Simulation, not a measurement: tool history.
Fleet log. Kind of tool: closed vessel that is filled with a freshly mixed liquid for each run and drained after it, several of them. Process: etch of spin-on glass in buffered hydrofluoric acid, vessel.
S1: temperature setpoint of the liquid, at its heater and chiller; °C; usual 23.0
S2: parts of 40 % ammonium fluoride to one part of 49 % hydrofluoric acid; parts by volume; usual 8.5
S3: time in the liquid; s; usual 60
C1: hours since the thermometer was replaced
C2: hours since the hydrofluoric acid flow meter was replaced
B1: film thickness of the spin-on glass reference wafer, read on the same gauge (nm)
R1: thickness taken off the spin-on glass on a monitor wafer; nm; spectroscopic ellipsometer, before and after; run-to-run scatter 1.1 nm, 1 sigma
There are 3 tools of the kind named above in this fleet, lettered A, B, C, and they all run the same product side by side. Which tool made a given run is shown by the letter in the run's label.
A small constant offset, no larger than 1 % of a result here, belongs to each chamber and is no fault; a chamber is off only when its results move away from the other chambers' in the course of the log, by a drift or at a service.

run,day,S1,S2,S3,C1,C2,B1,R1
1B,0.275,23.0,8.5,60,1840.3,807.7,109.99,183.38
2C,0.725,23.0,8.5,60,738.7,331.0,109.99,181.86
3A,1.246,23.0,8.5,60,1273.6,459.7,110.00,181.12
4B,1.625,23.0,8.5,60,1872.7,840.1,110.00,182.79
5A,1.971,23.0,8.5,60,1291.0,477.1,110.02,183.07
6C,2.379,23.0,8.5,60,778.4,370.7,110.00,182.86
7B,2.612,23.0,5.0,50,1896.4,863.8,110.00,248.58
8A,3.142,23.0,5.0,50,1319.1,505.2,110.00,245.78
9C,3.542,23.0,5.0,50,806.3,398.6,109.96,248.19
10C,4.025,23.0,8.5,60,817.9,410.2,110.01,181.48
11A,4.362,23.0,8.5,60,1348.4,534.5,109.98,181.46
# day 4.492: chamber B: hydrofluoric acid flow meter replaced
12B,4.638,23.0,8.5,60,1945.0,3.6,109.97,181.36
13B,4.958,23.0,8.5,60,1952.7,11.3,109.96,182.43
14C,5.233,23.0,8.5,60,846.9,439.2,109.98,180.10
15A,5.542,23.0,8.5,60,1376.7,562.8,110.00,182.11
16B,5.883,23.0,8.5,60,1974.9,33.5,110.02,181.75
17C,6.183,23.0,8.5,60,869.7,462.0,109.97,179.35
18A,6.600,23.0,7.0,60,1402.1,588.2,109.97,221.62
19C,6.900,23.0,7.0,60,886.9,479.2,109.99,224.40
20B,7.350,23.0,7.0,60,2010.1,68.7,110.00,226.43
21A,7.667,23.0,8.5,60,1427.7,613.8,109.98,179.85
22B,7.958,25.5,11.0,60,2024.7,83.3,110.01,167.45
23C,8.454,25.5,11.0,60,924.2,516.5,109.99,166.71
# day 8.638: chamber B: thermometer replaced
24A,8.950,25.5,11.0,60,1458.5,644.6,110.00,165.22
25C,9.433,19.0,11.5,60,947.7,540.0,109.98,112.25
26B,9.733,19.0,11.5,60,26.3,125.9,109.97,112.94
# day 9.912: chamber A: hydrofluoric acid flow meter replaced
27A,10.117,19.0,11.5,60,1486.5,4.9,110.01,112.80
28B,10.558,23.0,8.5,40,46.1,145.7,109.97,121.90
29A,10.888,23.0,8.5,40,1505.0,23.4,110.00,120.23

Read the log: is a single chamber off, either drifting away or since a service, is the gauge that measures every chamber drifting, or is nothing wrong beyond small per-chamber offsets? Name any odd chamber and what most likely caused it.

No chamber stands off beyond its own small offset, and the gauge holds steady.
